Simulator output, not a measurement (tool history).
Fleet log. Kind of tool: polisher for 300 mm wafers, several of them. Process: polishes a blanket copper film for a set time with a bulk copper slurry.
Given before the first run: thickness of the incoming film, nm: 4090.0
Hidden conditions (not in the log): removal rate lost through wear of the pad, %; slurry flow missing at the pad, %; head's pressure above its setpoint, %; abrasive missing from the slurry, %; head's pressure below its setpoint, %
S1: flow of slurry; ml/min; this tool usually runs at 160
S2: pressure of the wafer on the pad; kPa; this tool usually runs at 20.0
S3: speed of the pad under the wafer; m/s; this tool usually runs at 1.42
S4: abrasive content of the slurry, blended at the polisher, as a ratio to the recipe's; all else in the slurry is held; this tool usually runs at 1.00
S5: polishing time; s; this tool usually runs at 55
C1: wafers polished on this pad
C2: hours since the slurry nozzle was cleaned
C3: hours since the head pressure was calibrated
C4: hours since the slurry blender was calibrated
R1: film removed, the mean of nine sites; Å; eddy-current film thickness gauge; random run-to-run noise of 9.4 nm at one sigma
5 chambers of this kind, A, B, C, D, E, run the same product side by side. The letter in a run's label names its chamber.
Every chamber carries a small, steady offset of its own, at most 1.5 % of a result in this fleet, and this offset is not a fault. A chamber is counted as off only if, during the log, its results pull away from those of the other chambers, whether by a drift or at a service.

| run | hour | S1 | S2 | S3 | S4 | S5 | C1 | C2 | C3 | C4 | R1 |
|---|---|---|---|---|---|---|---|---|---|---|---|
|  | 1.2 | chamber B: worn pad replaced by a new one |
| 1E | 3.6 | 160 | 20.0 | 1.42 | 1.00 | 55 | 496 | 136.6 | 325.2 | 105.0 | 6760.4 |
| 2D | 7.5 | 160 | 20.0 | 1.42 | 1.00 | 55 | 506 | 423.2 | 102.2 | 249.3 | 6933.0 |
| 3A | 10.3 | 160 | 20.0 | 1.42 | 1.00 | 55 | 988 | 50.5 | 230.2 | 315.2 | 7014.6 |
| 4B | 13.8 | 160 | 20.0 | 1.42 | 1.00 | 55 | 199 | 408.3 | 681.0 | 430.2 | 6864.3 |
| 5C | 17.5 | 160 | 20.0 | 1.42 | 1.00 | 55 | 1284 | 263.8 | 750.9 | 86.5 | 6974.1 |
| 6E | 21.1 | 160 | 20.0 | 1.42 | 1.00 | 55 | 773 | 154.1 | 342.7 | 122.5 | 6862.6 |
| 7A | 23.7 | 160 | 20.0 | 1.42 | 1.00 | 55 | 1200 | 63.9 | 243.6 | 328.6 | 6958.2 |
|  | 25.0 | chamber D: slurry blender recalibrated |
|  | 25.2 | chamber E: worn pad replaced by a new one |
|  | 25.5 | chamber C: worn pad replaced by a new one |
| 8D | 26.5 | 160 | 20.0 | 1.42 | 1.00 | 55 | 806 | 442.2 | 121.2 | 1.5 | 6861.1 |
| 9C | 30.7 | 160 | 20.0 | 1.42 | 1.00 | 55 | 83 | 277.0 | 764.1 | 99.7 | 7160.5 |
| 10B | 35.5 | 160 | 20.0 | 1.42 | 1.00 | 55 | 542 | 430.0 | 702.7 | 451.9 | 6890.1 |
|  | 35.7 | chamber A: worn pad replaced by a new one |
| 11A | 40.3 | 160 | 20.0 | 1.42 | 1.00 | 55 | 73 | 80.5 | 260.2 | 345.2 | 6861.6 |
| 12E | 44.4 | 160 | 20.0 | 1.42 | 1.00 | 55 | 304 | 177.4 | 366.0 | 145.8 | 6814.7 |
|  | 47.1 | chamber D: worn pad replaced by a new one |
| 13B | 48.4 | 160 | 20.0 | 1.42 | 1.00 | 55 | 746 | 442.9 | 715.6 | 464.8 | 6927.2 |
|  | 52.3 | chamber B: worn pad replaced by a new one |
| 14C | 52.4 | 160 | 20.0 | 1.42 | 1.00 | 55 | 426 | 298.7 | 785.8 | 121.4 | 7122.5 |
| 15D | 55.9 | 160 | 20.0 | 1.42 | 1.00 | 55 | 139 | 471.6 | 150.6 | 30.9 | 6924.3 |
| 16D | 59.3 | 160 | 20.0 | 1.42 | 1.00 | 38 | 192 | 475.0 | 154.0 | 34.3 | 4802.8 |
| 17E | 62.9 | 160 | 20.0 | 1.42 | 1.00 | 38 | 597 | 195.9 | 384.5 | 164.3 | 4642.7 |
| 18C | 65.9 | 160 | 20.0 | 1.42 | 1.00 | 38 | 639 | 312.2 | 799.3 | 134.9 | 4788.0 |
|  | 68.7 | chamber D: slurry nozzle cleaned |
| 19B | 70.8 | 160 | 20.0 | 1.42 | 1.00 | 38 | 293 | 465.3 | 738.0 | 487.2 | 4756.5 |
|  | 72.7 | chamber E: worn pad replaced by a new one |
| 20A | 74.1 | 160 | 20.0 | 1.42 | 1.00 | 38 | 608 | 114.3 | 294.0 | 379.0 | 4729.5 |
| 21B | 78.8 | 160 | 20.0 | 1.42 | 1.00 | 55 | 420 | 473.3 | 746.0 | 495.2 | 6717.4 |
| 22D | 81.8 | 160 | 20.0 | 1.42 | 1.00 | 55 | 548 | 13.1 | 176.5 | 56.8 | 6992.7 |
| 23A | 85.4 | 160 | 20.0 | 1.42 | 1.00 | 55 | 786 | 125.6 | 305.3 | 390.3 | 6958.8 |
| 24E | 90.1 | 160 | 20.0 | 1.42 | 1.00 | 55 | 276 | 223.1 | 411.7 | 191.5 | 6985.1 |
| 25C | 93.2 | 160 | 20.0 | 1.42 | 1.00 | 73 | 1071 | 339.5 | 826.6 | 162.2 | 8927.8 |
|  | 93.8 | chamber B: slurry blender recalibrated |
| 26D | 97.9 | 160 | 20.0 | 1.42 | 1.00 | 73 | 803 | 29.2 | 192.6 | 72.9 | 9226.4 |
|  | 100.3 | chamber B: worn pad replaced by a new one |
| 27A | 100.6 | 160 | 20.0 | 1.42 | 1.00 | 73 | 1026 | 140.8 | 320.5 | 405.5 | 9312.0 |
| 28C | 103.2 | 160 | 20.0 | 1.42 | 1.00 | 73 | 1229 | 349.5 | 836.6 | 172.2 | 8531.9 |
| 29E | 107.6 | 160 | 20.0 | 1.42 | 1.00 | 73 | 553 | 240.6 | 429.2 | 209.0 | 8969.7 |
| 30B | 110.8 | 160 | 20.0 | 1.42 | 1.00 | 55 | 166 | 505.3 | 778.0 | 17.1 | 6973.0 |

All chambers now run identical settings, listed one chamber a line with results as question marks. What results will each chamber show?
| 31A | 114.4 | 160 | 20.0 | 1.42 | 1.25 | 55 |  |  |  |  | ? |
| 31B | 114.4 | 160 | 20.0 | 1.42 | 1.25 | 55 |  |  |  |  | ? |
| 31C | 114.4 | 160 | 20.0 | 1.42 | 1.25 | 55 |  |  |  |  | ? |
| 31D | 114.4 | 160 | 20.0 | 1.42 | 1.25 | 55 |  |  |  |  | ? |
| 31E | 114.4 | 160 | 20.0 | 1.42 | 1.25 | 55 |  |  |  |  | ? |

| run | R1 |
|---|---|
| 31A | 7397.1 |
| 31B | 7346.7 |
| 31C | 6836.7 |
| 31D | 7167.2 |
| 31E | 7276.3 |
